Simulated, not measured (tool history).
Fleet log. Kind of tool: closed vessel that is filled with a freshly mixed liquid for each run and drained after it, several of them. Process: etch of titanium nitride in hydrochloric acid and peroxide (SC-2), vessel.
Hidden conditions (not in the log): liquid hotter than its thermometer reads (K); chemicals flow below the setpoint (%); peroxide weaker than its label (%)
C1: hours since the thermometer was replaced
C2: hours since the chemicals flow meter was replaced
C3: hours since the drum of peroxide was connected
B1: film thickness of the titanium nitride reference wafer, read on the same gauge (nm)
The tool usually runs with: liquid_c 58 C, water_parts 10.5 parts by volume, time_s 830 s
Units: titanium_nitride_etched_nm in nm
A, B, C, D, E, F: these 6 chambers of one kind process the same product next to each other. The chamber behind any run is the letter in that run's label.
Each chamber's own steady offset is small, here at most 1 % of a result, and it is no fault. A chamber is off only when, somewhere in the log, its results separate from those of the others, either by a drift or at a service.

run 1D hour=7.8 | liquid_c=58 water_parts=10.5 time_s=830 | C1=1110.0 C2=2585.0 C3=181.0 | B1=130.00 | titanium_nitride_etched_nm=32.832
run 2C hour=19.8 | liquid_c=58 water_parts=10.5 time_s=830 | C1=365.4 C2=976.7 C3=431.8 | B1=130.03 | titanium_nitride_etched_nm=32.142
run 3E hour=32.7 | liquid_c=58 water_parts=10.5 time_s=830 | C1=519.2 C2=1319.3 C3=308.9 | B1=129.97 | titanium_nitride_etched_nm=32.964
run 4A hour=47.2 | liquid_c=58 water_parts=10.5 time_s=830 | C1=127.5 C2=765.7 C3=71.6 | B1=129.99 | titanium_nitride_etched_nm=32.839
run 5B hour=55.0 | liquid_c=58 water_parts=10.5 time_s=830 | C1=523.3 C2=66.3 C3=435.9 | B1=130.03 | titanium_nitride_etched_nm=32.342
-- hour=57.5 chamber D: chemicals flow meter replaced
-- hour=59.8 chamber C: chemicals flow meter replaced
-- hour=65.9 chamber F: new drum of peroxide connected
run 6F hour=68.2 | liquid_c=58 water_parts=10.5 time_s=830 | C1=1809.8 C2=1206.3 C3=2.4 | B1=129.97 | titanium_nitride_etched_nm=32.946
run 7B hour=82.1 | liquid_c=58 water_parts=10.5 time_s=830 | C1=550.4 C2=93.4 C3=463.0 | B1=129.98 | titanium_nitride_etched_nm=32.643
run 8D hour=93.5 | liquid_c=58 water_parts=10.5 time_s=830 | C1=1195.7 C2=36.0 C3=266.7 | B1=129.99 | titanium_nitride_etched_nm=32.839
-- hour=100.3 chamber E: chemicals flow meter replaced
run 9F hour=102.7 | liquid_c=58 water_parts=10.5 time_s=830 | C1=1844.3 C2=1240.8 C3=36.9 | B1=129.98 | titanium_nitride_etched_nm=33.044
-- hour=104.4 chamber E: thermometer replaced
run 10E hour=111.2 | liquid_c=58 water_parts=10.5 time_s=830 | C1=6.8 C2=11.0 C3=387.4 | B1=130.05 | titanium_nitride_etched_nm=32.970
run 11A hour=119.9 | liquid_c=58 water_parts=10.5 time_s=830 | C1=200.2 C2=838.4 C3=144.3 | B1=129.96 | titanium_nitride_etched_nm=33.049
run 12C hour=127.5 | liquid_c=58 water_parts=10.5 time_s=830 | C1=473.1 C2=67.8 C3=539.5 | B1=130.01 | titanium_nitride_etched_nm=32.344
run 13B hour=135.5 | liquid_c=58 water_parts=10.5 time_s=830 | C1=603.8 C2=146.8 C3=516.4 | B1=129.99 | titanium_nitride_etched_nm=32.634
run 14A hour=145.1 | liquid_c=58 water_parts=8.5 time_s=590 | C1=225.4 C2=863.6 C3=169.5 | B1=129.99 | titanium_nitride_etched_nm=27.862
run 15C hour=154.5 | liquid_c=58 water_parts=8.5 time_s=590 | C1=500.1 C2=94.8 C3=566.5 | B1=130.03 | titanium_nitride_etched_nm=27.293
run 16E hour=163.4 | liquid_c=58 water_parts=8.5 time_s=590 | C1=59.0 C2=63.2 C3=439.6 | B1=130.01 | titanium_nitride_etched_nm=27.680
run 17F hour=178.3 | liquid_c=58 water_parts=8.5 time_s=590 | C1=1919.9 C2=1316.4 C3=112.5 | B1=129.97 | titanium_nitride_etched_nm=28.131
run 18D hour=185.9 | liquid_c=58 water_parts=8.5 time_s=590 | C1=1288.1 C2=128.4 C3=359.1 | B1=130.02 | titanium_nitride_etched_nm=27.779
run 19F hour=197.2 | liquid_c=58 water_parts=8.5 time_s=590 | C1=1938.8 C2=1335.3 C3=131.4 | B1=129.98 | titanium_nitride_etched_nm=28.087
-- hour=199.0 chamber C: thermometer replaced
run 20B hour=204.5 | liquid_c=58 water_parts=10.5 time_s=830 | C1=672.8 C2=215.8 C3=585.4 | B1=129.96 | titanium_nitride_etched_nm=32.655
-- hour=207.9 chamber B: new drum of peroxide connected
run 21C hour=217.9 | liquid_c=58 water_parts=10.5 time_s=830 | C1=18.9 C2=158.2 C3=629.9 | B1=129.94 | titanium_nitride_etched_nm=32.569
run 22E hour=226.1 | liquid_c=58 water_parts=10.5 time_s=830 | C1=121.7 C2=125.9 C3=502.3 | B1=130.00 | titanium_nitride_etched_nm=32.735
run 23D hour=235.8 | liquid_c=58 water_parts=10.5 time_s=830 | C1=1338.0 C2=178.3 C3=409.0 | B1=130.00 | titanium_nitride_etched_nm=32.851
run 24A hour=244.5 | liquid_c=58 water_parts=10.5 time_s=830 | C1=324.8 C2=963.0 C3=268.9 | B1=129.99 | titanium_nitride_etched_nm=33.129
run 25E hour=258.3 | liquid_c=58 water_parts=10.5 time_s=830 | C1=153.9 C2=158.1 C3=534.5 | B1=130.04 | titanium_nitride_etched_nm=32.632
run 26D hour=265.3 | liquid_c=63 water_parts=10.5 time_s=830 | C1=1367.5 C2=207.8 C3=438.5 | B1=130.03 | titanium_nitride_etched_nm=44.844
run 27C hour=272.3 | liquid_c=63 water_parts=10.5 time_s=830 | C1=73.3 C2=212.6 C3=684.3 | B1=130.01 | titanium_nitride_etched_nm=44.735
run 28A hour=282.8 | liquid_c=63 water_parts=10.5 time_s=830 | C1=363.1 C2=1001.3 C3=307.2 | B1=129.99 | titanium_nitride_etched_nm=45.057
run 29F hour=293.4 | liquid_c=63 water_parts=10.5 time_s=830 | C1=2035.0 C2=1431.5 C3=227.6 | B1=130.00 | titanium_nitride_etched_nm=45.309
run 30B hour=302.2 | liquid_c=63 water_parts=10.5 time_s=830 | C1=770.5 C2=313.5 C3=94.3 | B1=129.97 | titanium_nitride_etched_nm=44.570
run 31A hour=312.7 | liquid_c=63 water_parts=10.5 time_s=830 | C1=393.0 C2=1031.2 C3=337.1 | B1=130.00 | titanium_nitride_etched_nm=44.902
run 32E hour=319.5 | liquid_c=58 water_parts=10.5 time_s=830 | C1=215.1 C2=219.3 C3=595.7 | B1=129.98 | titanium_nitride_etched_nm=32.683
run 33D hour=333.9 | liquid_c=58 water_parts=10.5 time_s=830 | C1=1436.1 C2=276.4 C3=507.1 | B1=129.99 | titanium_nitride_etched_nm=33.174
run 34C hour=340.6 | liquid_c=58 water_parts=10.5 time_s=830 | C1=141.6 C2=280.9 C3=752.6 | B1=130.01 | titanium_nitride_etched_nm=32.362
run 35F hour=349.7 | liquid_c=58 water_parts=10.5 time_s=830 | C1=2091.3 C2=1487.8 C3=283.9 | B1=129.99 | titanium_nitride_etched_nm=32.874
run 36B hour=363.0 | liquid_c=58 water_parts=10.5 time_s=830 | C1=831.3 C2=374.3 C3=155.1 | B1=130.04 | titanium_nitride_etched_nm=32.437
run 37F hour=372.0 | liquid_c=58 water_parts=10.5 time_s=830 | C1=2113.6 C2=1510.1 C3=306.2 | B1=130.02 | titanium_nitride_etched_nm=33.039
run 38B hour=384.1 | liquid_c=58 water_parts=10.5 time_s=830 | C1=852.4 C2=395.4 C3=176.2 | B1=130.04 | titanium_nitride_etched_nm=32.405
run 39E hour=395.1 | liquid_c=58 water_parts=10.5 time_s=830 | C1=290.7 C2=294.9 C3=671.3 | B1=130.04 | titanium_nitride_etched_nm=32.831
run 40A hour=404.4 | liquid_c=58 water_parts=10.5 time_s=830 | C1=484.7 C2=1122.9 C3=428.8 | B1=130.03 | titanium_nitride_etched_nm=32.820
run 41C hour=416.1 | liquid_c=58 water_parts=10.5 time_s=830 | C1=217.1 C2=356.4 C3=828.1 | B1=129.99 | titanium_nitride_etched_nm=32.461
run 42D hour=429.0 | liquid_c=58 water_parts=10.5 time_s=830 | C1=1531.2 C2=371.5 C3=602.2 | B1=129.99 | titanium_nitride_etched_nm=32.956
run 43E hour=443.3 | liquid_c=58 water_parts=10.5 time_s=830 | C1=338.9 C2=343.1 C3=719.5 | B1=129.98 | titanium_nitride_etched_nm=32.900
run 44C hour=450.4 | liquid_c=58 water_parts=10.5 time_s=830 | C1=251.4 C2=390.7 C3=862.4 | B1=129.99 | titanium_nitride_etched_nm=32.360

Predict what each chamber gives when all 6 of them run the settings below next.
run 45A hour=461.3 | liquid_c=58 water_parts=10.5 time_s=830 | titanium_nitride_etched_nm=?
run 45B hour=461.3 | liquid_c=58 water_parts=10.5 time_s=830 | titanium_nitride_etched_nm=?
run 45C hour=461.3 | liquid_c=58 water_parts=10.5 time_s=830 | titanium_nitride_etched_nm=?
run 45D hour=461.3 | liquid_c=58 water_parts=10.5 time_s=830 | titanium_nitride_etched_nm=?
run 45E hour=461.3 | liquid_c=58 water_parts=10.5 time_s=830 | titanium_nitride_etched_nm=?
run 45F hour=461.3 | liquid_c=58 water_parts=10.5 time_s=830 | titanium_nitride_etched_nm=?

run=45A titanium_nitride_etched_nm=33.044
run=45B titanium_nitride_etched_nm=32.662
run=45C titanium_nitride_etched_nm=32.490
run=45D titanium_nitride_etched_nm=33.231
run=45E titanium_nitride_etched_nm=32.755
run=45F titanium_nitride_etched_nm=32.967
